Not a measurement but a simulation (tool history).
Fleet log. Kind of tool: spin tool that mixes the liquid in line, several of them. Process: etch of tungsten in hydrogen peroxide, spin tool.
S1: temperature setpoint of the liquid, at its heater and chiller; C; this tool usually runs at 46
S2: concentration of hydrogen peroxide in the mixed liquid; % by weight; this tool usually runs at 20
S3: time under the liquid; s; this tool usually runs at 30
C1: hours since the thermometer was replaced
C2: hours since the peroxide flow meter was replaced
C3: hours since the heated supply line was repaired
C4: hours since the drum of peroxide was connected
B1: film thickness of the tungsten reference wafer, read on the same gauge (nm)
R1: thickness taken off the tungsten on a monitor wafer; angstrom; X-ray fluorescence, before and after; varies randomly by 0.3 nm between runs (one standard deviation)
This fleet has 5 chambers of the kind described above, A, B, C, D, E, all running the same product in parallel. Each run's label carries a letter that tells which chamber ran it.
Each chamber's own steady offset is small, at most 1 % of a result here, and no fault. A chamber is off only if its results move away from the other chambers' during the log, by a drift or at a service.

run,day,S1,S2,S3,C1,C2,C3,C4,B1,R1
1B,0.383,46,20,30,275.3,1133.2,209.6,725.9,110.03,390.57
2D,0.696,46,20,30,1043.2,370.4,2468.4,1124.9,110.01,379.75
3A,0.954,46,20,30,2047.1,671.3,236.2,53,109.99,393.6
4C,1.221,46,20,30,1122.8,254.2,2575.7,808.1,110.03,388.88
5E,1.5,46,20,30,1146.6,230.1,2440,312.5,110.01,384.89
6A,1.704,46,20,20,2065.1,689.3,254.2,71,109.99,261.01
7C,1.967,46,20,20,1140.7,272.1,2593.6,826,110.02,253.53
8B,2.221,46,20,20,319.4,1177.3,253.7,770,110.02,255.46
9E,2.471,46,20,20,1169.9,253.4,2463.3,335.8,109.98,254.59
10D,2.683,46,20,20,1090.9,418.1,2516.1,1172.6,109.98,255.87
11C,2.979,46,20,30,1165,296.4,2617.9,850.3,110.05,377.96
12E,3.208,46,20,30,1187.6,271.1,2481,353.5,110.03,385.91
13D,3.508,46,20,30,1110.7,437.9,2535.9,1192.4,110.06,379.88
# day 3.667: chamber A: peroxide flow meter replaced
14B,3.8,46,20,30,357.3,1215.2,291.6,807.9,109.96,382.45
15A,3.983,46,20,30,2119.8,7.6,308.9,125.7,109.99,387.43
16C,4.321,46,20,30,1197.2,328.6,2650.1,882.5,110.05,384
17A,4.55,46,20,30,2133.4,21.2,322.5,139.3,110.01,384.71
# day 4.646: chamber C: heated supply line repaired
18B,4.846,46,20,30,382.4,1240.3,316.7,833,110.03,387.78
19D,5.025,46,20,30,1147.1,474.3,2572.3,1228.8,109.99,391.44
20E,5.338,46,20,30,1238.7,322.2,2532.1,404.6,109.98,376.7
21B,5.742,46,20,30,403.9,1261.8,338.2,854.5,109.93,384.48
22E,6.046,46,20,30,1255.7,339.2,2549.1,421.6,109.99,366.8
23D,6.408,46,16,30,1180.3,507.5,2605.5,1262,110.01,344.89
24A,6.7,46,16,30,2185,72.8,374.1,190.9,110.03,346.62
25C,6.908,46,16,30,1259.3,390.7,54.4,944.6,110.01,342.76
# day 7.133: chamber E: new drum of peroxide connected
26A,7.308,46,16,30,2199.6,87.4,388.7,205.5,109.97,345.51
27B,7.504,46,16,30,446.2,1304.1,380.5,896.8,110.03,345.01
28C,7.733,46,20,30,1279.1,410.5,74.2,964.4,109.96,385.67
29D,8.058,46,20,30,1219.9,547.1,2645.1,1301.6,110.04,379.56
30E,8.35,46,20,30,1311,394.5,2604.4,29.3,110.01,361.94
31A,8.558,46,24.5,40,2229.6,117.4,418.7,235.5,110.02,579.6
32B,8.862,46,24.5,40,478.8,1336.7,413.1,929.4,110.04,569.8
33E,9.133,46,24.5,40,1329.8,413.3,2623.2,48.1,110,523.07
34D,9.388,46,24.5,40,1251.8,579,2677,1333.5,110.07,569.17
35C,9.596,46,24.5,40,1323.8,455.2,118.9,1009.1,110.02,581.74
36E,9.871,46,15.5,30,1347.5,431,2640.9,65.8,110.03,301.05
37B,10.088,46,15.5,30,508.2,1366.1,442.5,958.8,110.01,341.27

Which is it: a chamber that has drifted or been left off by a service, a gauge drift common to all chambers, or only each chamber's usual small offset? If a chamber is off, name it and its likeliest cause.

One chamber, E, drifts off from the rest bit by bit.
Likeliest cause: temperature lost on the way to the wafer (K) = 1.64.
The log might look much the same if the cause were instead: liquid colder than its thermometer reads (K).

Here are 4 candidates for chamber E's next run, each the usual settings with a change, their results left as question marks. Which one brings its results back in line with what the others give on the usual settings?
A result is in line if it is within this distance of the other chambers' mean on the usual settings: R1 11 angstrom
38E-1,10.383,46,16,30,,,,,,?
38E-2,10.383,46.5,20,30,,,,,,?
38E-3,10.383,47.5,20,30,,,,,,?
38E-4,10.383,45.5,20,30,,,,,,?

Mean of the other chambers on the usual settings: R1 386.14 angstrom
run,R1
38E-1,309.91
38E-2,358.05
38E-3,381.06
38E-4,336.51
The right change is 38E-3: it brings the chamber back within the allowed miss of the others.
